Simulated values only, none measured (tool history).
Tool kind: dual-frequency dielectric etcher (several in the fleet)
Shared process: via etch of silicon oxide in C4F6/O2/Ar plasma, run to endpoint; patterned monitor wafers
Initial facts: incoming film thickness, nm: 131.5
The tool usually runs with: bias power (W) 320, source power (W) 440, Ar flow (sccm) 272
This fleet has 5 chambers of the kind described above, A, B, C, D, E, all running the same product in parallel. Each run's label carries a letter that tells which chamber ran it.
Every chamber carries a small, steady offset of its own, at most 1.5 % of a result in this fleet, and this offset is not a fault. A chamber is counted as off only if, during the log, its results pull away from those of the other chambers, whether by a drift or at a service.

| run | hour | bias power (W) | source power (W) | Ar flow (sccm) | hours since the last wet clean | hours since the last bias power generator calibration | hours since the last source power generator calibration | hours since the last Ar flow controller change | endpoint time (s) |
|---|---|---|---|---|---|---|---|---|---|
| 1A | 7.6 | 320 | 440 | 272 | 349.2 | 4031.8 | 2075.8 | 503.8 | 32.701 |
| 2B | 17.3 | 320 | 440 | 272 | 396.3 | 690.3 | 1899.7 | 185.8 | 32.38 |
| 3E | 26.2 | 320 | 440 | 272 | 138.1 | 1259.3 | 2319.6 | 3553.6 | 32.369 |
| 4D | 36.7 | 320 | 440 | 272 | 240 | 2811.5 | 1179.2 | 1737.6 | 31.941 |
| 5C | 49.6 | 320 | 440 | 272 | 118 | 1314 | 1665.7 | 1303 | 32.074 |
| 6C | 63.6 | 320 | 440 | 272 | 132 | 1328 | 1679.7 | 1317 | 32.362 |
|  | 71.4 | chamber A: bias power generator calibrated |
| 7D | 72.2 | 320 | 440 | 272 | 275.5 | 2847 | 1214.7 | 1773.1 | 32.192 |
| 8B | 80.8 | 320 | 440 | 272 | 459.8 | 753.8 | 1963.2 | 249.3 | 32.765 |
| 9A | 89.5 | 320 | 440 | 272 | 431.1 | 18.2 | 2157.7 | 585.7 | 32.497 |
| 10E | 98.9 | 320 | 440 | 272 | 210.8 | 1332 | 2392.3 | 3626.3 | 32.96 |
|  | 106.4 | chamber A: wet clean of the chamber |
| 11C | 108.1 | 344 | 440 | 272 | 176.5 | 1372.5 | 1724.2 | 1361.5 | 31.281 |
| 12D | 121.1 | 344 | 440 | 272 | 324.4 | 2895.9 | 1263.6 | 1822 | 31.276 |
| 13A | 134.5 | 344 | 440 | 272 | 28.2 | 63.2 | 2202.7 | 630.7 | 31.707 |
| 14B | 142.5 | 344 | 440 | 272 | 521.5 | 815.5 | 2024.9 | 311 | 31.874 |
| 15E | 152.2 | 344 | 440 | 272 | 264.1 | 1385.3 | 2445.6 | 3679.6 | 31.825 |
| 16E | 159.4 | 320 | 440 | 272 | 271.3 | 1392.5 | 2452.8 | 3686.8 | 32.927 |
| 17B | 170.2 | 320 | 440 | 272 | 549.2 | 843.2 | 2052.6 | 338.7 | 32.53 |
| 18D | 183.6 | 320 | 440 | 272 | 386.9 | 2958.4 | 1326.1 | 1884.5 | 32.34 |
| 19C | 191.5 | 320 | 440 | 272 | 259.9 | 1455.9 | 1807.6 | 1444.9 | 31.912 |
| 20A | 199 | 320 | 440 | 272 | 92.7 | 127.7 | 2267.2 | 695.2 | 32.306 |
| 21E | 206.7 | 320 | 440 | 272 | 318.6 | 1439.8 | 2500.1 | 3734.1 | 33.313 |
| 22C | 217.7 | 320 | 440 | 272 | 286.1 | 1482.1 | 1833.8 | 1471.1 | 32.088 |
|  | 219.5 | chamber E: bias power generator calibrated |
| 23D | 227.8 | 320 | 440 | 272 | 431.1 | 3002.6 | 1370.3 | 1928.7 | 32.274 |
| 24B | 237.8 | 320 | 440 | 272 | 616.8 | 910.8 | 2120.2 | 406.3 | 32.308 |
| 25A | 244.6 | 320 | 440 | 272 | 138.3 | 173.3 | 2312.8 | 740.8 | 32.37 |
|  | 256.7 | chamber A: source power generator calibrated |
| 26B | 259.6 | 320 | 440 | 272 | 638.6 | 932.6 | 2142 | 428.1 | 32.777 |
|  | 268.8 | chamber D: bias power generator calibrated |
| 27A | 270.1 | 320 | 440 | 272 | 163.8 | 198.8 | 13.5 | 766.3 | 32.636 |
| 28D | 284.1 | 320 | 440 | 272 | 487.4 | 15.4 | 1426.6 | 1985 | 32.378 |
| 29C | 299.3 | 320 | 440 | 272 | 367.7 | 1563.7 | 1915.4 | 1552.7 | 31.893 |
| 30E | 307.2 | 320 | 440 | 272 | 419.1 | 87.8 | 2600.6 | 3834.6 | 33.27 |
| 31C | 321.8 | 320 | 440 | 272 | 390.2 | 1586.2 | 1937.9 | 1575.2 | 32.054 |
|  | 328 | chamber B: wet clean of the chamber |
| 32B | 335.2 | 320 | 440 | 272 | 7.3 | 1008.2 | 2217.6 | 503.7 | 32.39 |
| 33E | 348.5 | 385 | 440 | 272 | 460.4 | 129.1 | 2641.9 | 3875.9 | 31.396 |
| 34D | 355.4 | 385 | 440 | 272 | 558.7 | 86.7 | 1497.9 | 2056.3 | 30.232 |
| 35A | 364.7 | 385 | 440 | 272 | 258.4 | 293.4 | 108.1 | 860.9 | 30.507 |
| 36A | 374.6 | 385 | 440 | 272 | 268.3 | 303.3 | 118 | 870.8 | 30.655 |
| 37C | 383.1 | 385 | 440 | 272 | 451.5 | 1647.5 | 1999.2 | 1636.5 | 29.934 |
| 38B | 396.3 | 320 | 440 | 272 | 68.4 | 1069.3 | 2278.7 | 564.8 | 32.024 |
| 39E | 406.4 | 320 | 440 | 272 | 518.3 | 187 | 2699.8 | 3933.8 | 33.925 |
| 40D | 417 | 320 | 440 | 272 | 620.3 | 148.3 | 1559.5 | 2117.9 | 32.208 |
| 41D | 425.8 | 320 | 440 | 272 | 629.1 | 157.1 | 1568.3 | 2126.7 | 32.179 |
| 42C | 435.1 | 320 | 440 | 272 | 503.5 | 1699.5 | 2051.2 | 1688.5 | 32.246 |
| 43E | 449.6 | 320 | 440 | 272 | 561.5 | 230.2 | 2743 | 3977 | 34.048 |
| 44A | 457.8 | 320 | 440 | 272 | 351.5 | 386.5 | 201.2 | 954 | 32.777 |

All 5 chambers run these settings next. Forecast each chamber's results:
| 45A | 468.9 | 320 | 500 | 272 |  |  |  |  | ? |
| 45B | 468.9 | 320 | 500 | 272 |  |  |  |  | ? |
| 45C | 468.9 | 320 | 500 | 272 |  |  |  |  | ? |
| 45D | 468.9 | 320 | 500 | 272 |  |  |  |  | ? |
| 45E | 468.9 | 320 | 500 | 272 |  |  |  |  | ? |

| run | endpoint time (s) |
|---|---|
| 45A | 31.214 |
| 45B | 30.812 |
| 45C | 30.588 |
| 45D | 30.683 |
| 45E | 32.4 |
